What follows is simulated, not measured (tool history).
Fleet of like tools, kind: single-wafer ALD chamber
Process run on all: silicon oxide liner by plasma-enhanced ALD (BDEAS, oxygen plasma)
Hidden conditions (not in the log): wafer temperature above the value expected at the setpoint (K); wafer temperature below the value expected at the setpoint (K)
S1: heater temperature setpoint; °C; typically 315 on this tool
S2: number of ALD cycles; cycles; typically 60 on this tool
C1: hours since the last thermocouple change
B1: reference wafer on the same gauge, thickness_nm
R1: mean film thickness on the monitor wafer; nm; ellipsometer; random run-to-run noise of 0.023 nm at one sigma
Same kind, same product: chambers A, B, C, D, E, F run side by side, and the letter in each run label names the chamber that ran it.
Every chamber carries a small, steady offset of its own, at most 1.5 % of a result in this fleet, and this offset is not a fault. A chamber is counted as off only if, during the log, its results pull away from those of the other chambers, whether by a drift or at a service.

run,hour,S1,S2,C1,B1,R1
1D,7.7,315,60,25,5.1872,5.4996
# hour 12.2: chamber F: thermocouple changed; heater temperature recalibrated
# hour 13.4: chamber C: thermocouple changed; heater temperature recalibrated
2B,18.3,315,60,541.8,5.1875,5.473
3F,28.1,315,60,16,5.1915,5.4826
4A,37.5,315,60,543.9,5.1856,5.4973
5E,45.2,315,60,2264.2,5.1882,5.5261
6C,53.5,308,60,40.2,5.1897,5.4297
7D,62.2,308,60,79.5,5.1879,5.5765
8B,72,308,60,595.5,5.1914,5.4795
9C,80,308,60,66.7,5.1882,5.4573
10A,93.9,308,60,600.3,5.1879,5.5643
11F,108.7,308,60,96.6,5.188,5.541
12E,118.4,310,60,2337.4,5.1909,5.5455
13D,132,310,60,149.3,5.1913,5.5371
14C,141.4,310,60,128.1,5.1926,5.4383
15B,152.1,310,60,675.6,5.1897,5.4534
16A,159.8,310,60,666.2,5.189,5.5358
17E,173.6,310,60,2392.6,5.1836,5.4833
18F,183.1,315,60,171,5.1869,5.4904
19A,193,315,60,699.4,5.1876,5.4411
20E,208,315,60,2427,5.1907,5.5045
# hour 214.2: chamber E: thermocouple changed; heater temperature recalibrated
21D,215.6,315,60,232.9,5.1915,5.4789
22C,225.9,315,60,212.6,5.1892,5.3831
23F,237.5,315,60,225.4,5.1913,5.4841
24B,252.5,315,60,776,5.1927,5.4259
25F,265.4,315,60,253.3,5.1934,5.4831
26A,279.5,315,60,785.9,5.1858,5.5033
27E,287.6,315,60,73.5,5.1864,5.4733
28D,296.9,315,60,314.2,5.1909,5.4518
29B,312.3,315,60,835.8,5.1892,5.4334
30C,319.2,315,60,305.9,5.1842,5.4052
31F,329.4,315,60,317.3,5.191,5.4966
32E,342.3,315,60,128.2,5.1925,5.4571
33D,356.6,315,60,373.9,5.1898,5.4832
34C,369.6,315,60,356.3,5.1882,5.3937
35A,376.5,315,60,882.9,5.1848,5.5204
36B,389.2,315,60,912.7,5.1876,5.4146
37A,398.6,329,65,905,5.1929,5.8577
38C,408.4,329,65,395.1,5.1916,5.6955
39D,418.4,329,65,435.7,5.1892,5.8074
40B,433.5,329,65,957,5.1891,5.8209
41E,447.3,329,65,233.2,5.187,5.8024
42F,460.5,329,65,448.4,5.193,5.8562
43B,470.5,324,60,994,5.1835,5.3893

Predict what each chamber gives when all 6 of them run the settings below next.
44A,481.5,315,60,,,?
44B,481.5,315,60,,,?
44C,481.5,315,60,,,?
44D,481.5,315,60,,,?
44E,481.5,315,60,,,?
44F,481.5,315,60,,,?

run,R1
44A,5.5242
44B,5.465
44C,5.3923
44D,5.448
44E,5.4498
44F,5.492

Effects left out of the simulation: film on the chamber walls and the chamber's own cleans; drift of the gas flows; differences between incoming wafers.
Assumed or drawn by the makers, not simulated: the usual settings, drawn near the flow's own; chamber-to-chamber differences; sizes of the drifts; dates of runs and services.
